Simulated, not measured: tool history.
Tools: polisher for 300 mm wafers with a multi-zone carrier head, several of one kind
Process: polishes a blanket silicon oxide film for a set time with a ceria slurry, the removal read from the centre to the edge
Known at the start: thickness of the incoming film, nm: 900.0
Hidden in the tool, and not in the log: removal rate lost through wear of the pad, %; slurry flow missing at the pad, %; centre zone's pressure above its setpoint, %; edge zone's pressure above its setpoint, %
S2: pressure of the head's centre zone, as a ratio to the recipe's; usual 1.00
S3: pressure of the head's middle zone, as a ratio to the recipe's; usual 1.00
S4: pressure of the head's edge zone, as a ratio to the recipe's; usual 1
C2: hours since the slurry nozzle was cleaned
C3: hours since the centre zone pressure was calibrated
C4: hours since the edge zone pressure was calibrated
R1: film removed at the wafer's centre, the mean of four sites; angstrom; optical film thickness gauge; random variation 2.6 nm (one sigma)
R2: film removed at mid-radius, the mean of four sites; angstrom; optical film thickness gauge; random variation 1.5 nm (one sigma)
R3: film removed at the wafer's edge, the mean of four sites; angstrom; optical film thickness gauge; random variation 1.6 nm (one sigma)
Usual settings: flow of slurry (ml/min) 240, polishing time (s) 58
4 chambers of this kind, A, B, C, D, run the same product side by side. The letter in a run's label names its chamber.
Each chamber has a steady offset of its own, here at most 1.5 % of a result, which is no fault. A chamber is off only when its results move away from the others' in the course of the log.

run 1C hour=5.9 | flow_of_slurry_(ml/min)=240 S2=1.00 S3=1.00 S4=1 polishing_time_(s)=58 | wafers_polished_on_this_pad=145 C2=134.5 C3=395.5 C4=1026.8 | R1=1948.1 R2=1936.9 R3=1921.0
run 2D hour=13.6 | flow_of_slurry_(ml/min)=240 S2=1.00 S3=1.00 S4=1 polishing_time_(s)=58 | wafers_polished_on_this_pad=452 C2=161.7 C3=766.7 C4=518.9 | R1=1980.4 R2=1935.7 R3=1937.8
run 3A hour=24.4 | flow_of_slurry_(ml/min)=240 S2=1.00 S3=1.00 S4=1 polishing_time_(s)=58 | wafers_polished_on_this_pad=1284 C2=552.0 C3=104.9 C4=259.0 | R1=1977.5 R2=1927.2 R3=1948.4
run 4B hour=32.8 | flow_of_slurry_(ml/min)=240 S2=1.00 S3=1.00 S4=1 polishing_time_(s)=58 | wafers_polished_on_this_pad=340 C2=707.3 C3=1078.1 C4=534.5 | R1=1964.9 R2=1951.5 R3=1985.9
-- hour=41.9 chamber A: worn pad replaced by a new one
run 5A hour=42.4 | flow_of_slurry_(ml/min)=240 S2=1.00 S3=1.00 S4=1 polishing_time_(s)=58 | wafers_polished_on_this_pad=4 C2=570.0 C3=122.9 C4=277.0 | R1=1952.9 R2=1932.4 R3=1957.3
-- hour=43.6 chamber A: slurry nozzle cleaned
run 6B hour=48.3 | flow_of_slurry_(ml/min)=240 S2=1.00 S3=1.00 S4=1 polishing_time_(s)=58 | wafers_polished_on_this_pad=465 C2=722.8 C3=1093.6 C4=550.0 | R1=1932.5 R2=1942.6 R3=1968.3
run 7C hour=57.0 | flow_of_slurry_(ml/min)=240 S2=1.00 S3=1.00 S4=1 polishing_time_(s)=58 | wafers_polished_on_this_pad=556 C2=185.6 C3=446.6 C4=1077.9 | R1=1963.1 R2=1965.0 R3=1935.3
-- hour=58.8 chamber C: worn pad replaced by a new one
run 8D hour=66.5 | flow_of_slurry_(ml/min)=240 S2=1.00 S3=1.00 S4=1 polishing_time_(s)=58 | wafers_polished_on_this_pad=878 C2=214.6 C3=819.6 C4=571.8 | R1=1966.0 R2=1947.0 R3=1949.2
run 9B hour=76.8 | flow_of_slurry_(ml/min)=240 S2=1.00 S3=1.00 S4=1 polishing_time_(s)=58 | wafers_polished_on_this_pad=694 C2=751.3 C3=1122.1 C4=578.5 | R1=1997.9 R2=1949.0 R3=1953.0
run 10C hour=87.6 | flow_of_slurry_(ml/min)=240 S2=1.00 S3=1.00 S4=1 polishing_time_(s)=58 | wafers_polished_on_this_pad=231 C2=216.2 C3=477.2 C4=1108.5 | R1=1947.5 R2=1967.9 R3=1926.9
-- hour=93.7 chamber D: worn pad replaced by a new one
run 11D hour=97.3 | flow_of_slurry_(ml/min)=240 S2=1.00 S3=1.00 S4=1 polishing_time_(s)=58 | wafers_polished_on_this_pad=29 C2=245.4 C3=850.4 C4=602.6 | R1=1965.5 R2=1977.4 R3=1948.7
-- hour=100.6 chamber B: worn pad replaced by a new one
run 12A hour=107.7 | flow_of_slurry_(ml/min)=240 S2=1.00 S3=1.00 S4=1 polishing_time_(s)=58 | wafers_polished_on_this_pad=529 C2=64.2 C3=188.2 C4=342.3 | R1=1977.5 R2=1923.1 R3=1924.9
run 13B hour=115.7 | flow_of_slurry_(ml/min)=240 S2=1.00 S3=1.00 S4=1 polishing_time_(s)=58 | wafers_polished_on_this_pad=121 C2=790.2 C3=1161.0 C4=617.4 | R1=1938.0 R2=1943.2 R3=1966.7
run 14C hour=121.1 | flow_of_slurry_(ml/min)=215 S2=1.00 S3=1.00 S4=1 polishing_time_(s)=58 | wafers_polished_on_this_pad=501 C2=249.7 C3=510.7 C4=1142.0 | R1=1934.1 R2=1907.7 R3=1906.8
-- hour=124.8 chamber C: worn pad replaced by a new one
run 15D hour=129.7 | flow_of_slurry_(ml/min)=215 S2=1.00 S3=1.00 S4=1 polishing_time_(s)=58 | wafers_polished_on_this_pad=289 C2=277.8 C3=882.8 C4=635.0 | R1=1921.2 R2=1927.3 R3=1937.9
run 16A hour=135.9 | flow_of_slurry_(ml/min)=215 S2=1.00 S3=1.00 S4=1 polishing_time_(s)=58 | wafers_polished_on_this_pad=756 C2=92.4 C3=216.4 C4=370.5 | R1=1933.3 R2=1896.4 R3=1942.6
run 17B hour=142.4 | flow_of_slurry_(ml/min)=215 S2=1.00 S3=1.00 S4=1 polishing_time_(s)=58 | wafers_polished_on_this_pad=336 C2=816.9 C3=1187.7 C4=644.1 | R1=1923.6 R2=1955.4 R3=1930.9
-- hour=144.9 chamber D: slurry nozzle cleaned
run 18D hour=148.1 | flow_of_slurry_(ml/min)=240 S2=1.00 S3=1.00 S4=1 polishing_time_(s)=75 | wafers_polished_on_this_pad=437 C2=3.3 C3=901.2 C4=653.4 | R1=2515.8 R2=2508.0 R3=2531.1
run 19A hour=156.4 | flow_of_slurry_(ml/min)=240 S2=1.00 S3=1.00 S4=1 polishing_time_(s)=75 | wafers_polished_on_this_pad=922 C2=112.9 C3=236.9 C4=391.0 | R1=2585.5 R2=2512.2 R3=2517.1
-- hour=158.4 chamber C: slurry nozzle cleaned
-- hour=162.6 chamber C: edge zone pressure recalibrated
run 20C hour=164.9 | flow_of_slurry_(ml/min)=240 S2=1.00 S3=1.00 S4=1 polishing_time_(s)=75 | wafers_polished_on_this_pad=323 C2=6.5 C3=554.5 C4=2.4 | R1=2563.8 R2=2554.9 R3=2507.1
run 21A hour=175.0 | flow_of_slurry_(ml/min)=240 S2=1.00 S3=1.00 S4=1 polishing_time_(s)=75 | wafers_polished_on_this_pad=1071 C2=131.5 C3=255.5 C4=409.6 | R1=2564.6 R2=2508.1 R3=2522.4
run 22B hour=183.3 | flow_of_slurry_(ml/min)=240 S2=1.00 S3=1.00 S4=1 polishing_time_(s)=75 | wafers_polished_on_this_pad=665 C2=857.8 C3=1228.6 C4=685.0 | R1=2441.6 R2=2507.4 R3=2543.1
-- hour=189.6 chamber B: slurry nozzle cleaned
run 23C hour=191.3 | flow_of_slurry_(ml/min)=240 S2=1.00 S3=1.00 S4=1 polishing_time_(s)=75 | wafers_polished_on_this_pad=535 C2=32.9 C3=580.9 C4=28.8 | R1=2465.2 R2=2567.4 R3=2493.3
-- hour=194.9 chamber B: centre zone pressure recalibrated
run 24D hour=196.8 | flow_of_slurry_(ml/min)=240 S2=1.00 S3=1.00 S4=1 polishing_time_(s)=75 | wafers_polished_on_this_pad=829 C2=52.0 C3=949.9 C4=702.1 | R1=2531.7 R2=2524.7 R3=2520.5
-- hour=201.4 chamber C: worn pad replaced by a new one
run 25C hour=205.4 | flow_of_slurry_(ml/min)=240 S2=1.00 S3=1.00 S4=1 polishing_time_(s)=75 | wafers_polished_on_this_pad=32 C2=47.0 C3=595.0 C4=42.9 | R1=2506.5 R2=2512.0 R3=2497.1
-- hour=206.0 chamber B: worn pad replaced by a new one
-- hour=210.1 chamber A: worn pad replaced by a new one
-- hour=214.3 chamber A: edge zone pressure recalibrated
run 26B hour=217.4 | flow_of_slurry_(ml/min)=240 S2=1.00 S3=1.00 S4=1 polishing_time_(s)=58 | wafers_polished_on_this_pad=92 C2=27.8 C3=22.6 C4=719.1 | R1=2154.1 R2=1946.9 R3=1932.3
-- hour=218.7 chamber D: worn pad replaced by a new one
run 27D hour=224.1 | flow_of_slurry_(ml/min)=240 S2=1.00 S3=1.00 S4=1 polishing_time_(s)=58 | wafers_polished_on_this_pad=43 C2=79.3 C3=977.2 C4=729.4 | R1=1944.9 R2=1946.6 R3=1935.0
run 28A hour=235.9 | flow_of_slurry_(ml/min)=180 S2=0.91 S3=1.00 S4=1 polishing_time_(s)=58 | wafers_polished_on_this_pad=207 C2=192.4 C3=316.4 C4=21.6 | R1=1722.5 R2=1824.2 R3=1866.0
-- hour=240.0 chamber A: centre zone pressure recalibrated
run 29A hour=246.3 | flow_of_slurry_(ml/min)=180 S2=0.91 S3=1.00 S4=1 polishing_time_(s)=58 | wafers_polished_on_this_pad=291 C2=202.8 C3=6.4 C4=32.0 | R1=1703.0 R2=1824.2 R3=1872.4
run 30B hour=257.1 | flow_of_slurry_(ml/min)=180 S2=0.91 S3=1.00 S4=1 polishing_time_(s)=58 | wafers_polished_on_this_pad=411 C2=67.5 C3=62.3 C4=758.8 | R1=1841.1 R2=1872.6 R3=1908.2
-- hour=260.5 chamber C: worn pad replaced by a new one
run 31C hour=265.3 | flow_of_slurry_(ml/min)=180 S2=0.91 S3=1.00 S4=1 polishing_time_(s)=58 | wafers_polished_on_this_pad=38 C2=106.9 C3=654.9 C4=102.8 | R1=1696.9 R2=1832.4 R3=1865.7
run 32D hour=270.6 | flow_of_slurry_(ml/min)=240 S2=1.00 S3=1.00 S4=1 polishing_time_(s)=58 | wafers_polished_on_this_pad=418 C2=125.8 C3=1023.7 C4=775.9 | R1=1967.0 R2=1952.0 R3=1959.1
run 33A hour=279.1 | flow_of_slurry_(ml/min)=240 S2=1.00 S3=0.89 S4=1 polishing_time_(s)=58 | wafers_polished_on_this_pad=555 C2=235.6 C3=39.2 C4=64.8 | R1=2003.1 R2=1740.4 R3=1972.6
-- hour=286.0 chamber B: edge zone pressure recalibrated
run 34B hour=291.2 | flow_of_slurry_(ml/min)=240 S2=1.00 S3=0.89 S4=1 polishing_time_(s)=58 | wafers_polished_on_this_pad=686 C2=101.6 C3=96.4 C4=5.2 | R1=2158.4 R2=1776.8 R3=1934.4
run 35C hour=303.4 | flow_of_slurry_(ml/min)=240 S2=1.00 S3=0.89 S4=1 polishing_time_(s)=58 | wafers_polished_on_this_pad=345 C2=145.0 C3=693.0 C4=140.9 | R1=1965.7 R2=1731.1 R3=1966.9
run 36D hour=311.9 | flow_of_slurry_(ml/min)=240 S2=1.00 S3=0.89 S4=1 polishing_time_(s)=58 | wafers_polished_on_this_pad=750 C2=167.1 C3=1065.0 C4=817.2 | R1=1963.9 R2=1730.3 R3=1956.3

Is one chamber off against the others, does the gauge drift, or is nothing wrong? If a chamber is off, say which, and what the likeliest cause is.

A service left chamber B off against the others.
Cause: centre zone's pressure above its setpoint, % = 9.19.

Here are 4 candidates for chamber B's next run, each the usual settings with a change, their results left as question marks. Which one brings its results back in line with what the others give on the usual settings?
In line means no further than this from the other chambers' mean on the usual settings: R1 92.0 angstrom; R2 53.0 angstrom; R3 57.0 angstrom
run 37B-1 hour=320.7 | flow_of_slurry_(ml/min)=230 S2=0.86 S3=1.04 S4=1.04 polishing_time_(s)=56 | R1=? R2=? R3=?
run 37B-2 hour=320.7 | flow_of_slurry_(ml/min)=245 S2=1.07 S3=0.98 S4=0.98 polishing_time_(s)=59 | R1=? R2=? R3=?
run 37B-3 hour=320.7 | flow_of_slurry_(ml/min)=235 S2=0.93 S3=1.02 S4=1.02 polishing_time_(s)=57 | R1=? R2=? R3=?
run 37B-4 hour=320.7 | flow_of_slurry_(ml/min)=250 S2=1.14 S3=0.96 S4=0.96 polishing_time_(s)=60 | R1=? R2=? R3=?

The other chambers' mean on the usual settings: R1 1958.5 angstrom; R2 1943.5 angstrom; R3 1941.8 angstrom
run=37B-1 R1=1757.9 R2=1948.2 R3=1916.6
run=37B-2 R1=2363.7 R2=1958.0 R3=1969.2
run=37B-3 R1=1953.4 R2=1952.9 R3=1934.9
run=37B-4 R1=2578.5 R2=1958.5 R3=1985.2
37B-3 brings the chamber back in line.

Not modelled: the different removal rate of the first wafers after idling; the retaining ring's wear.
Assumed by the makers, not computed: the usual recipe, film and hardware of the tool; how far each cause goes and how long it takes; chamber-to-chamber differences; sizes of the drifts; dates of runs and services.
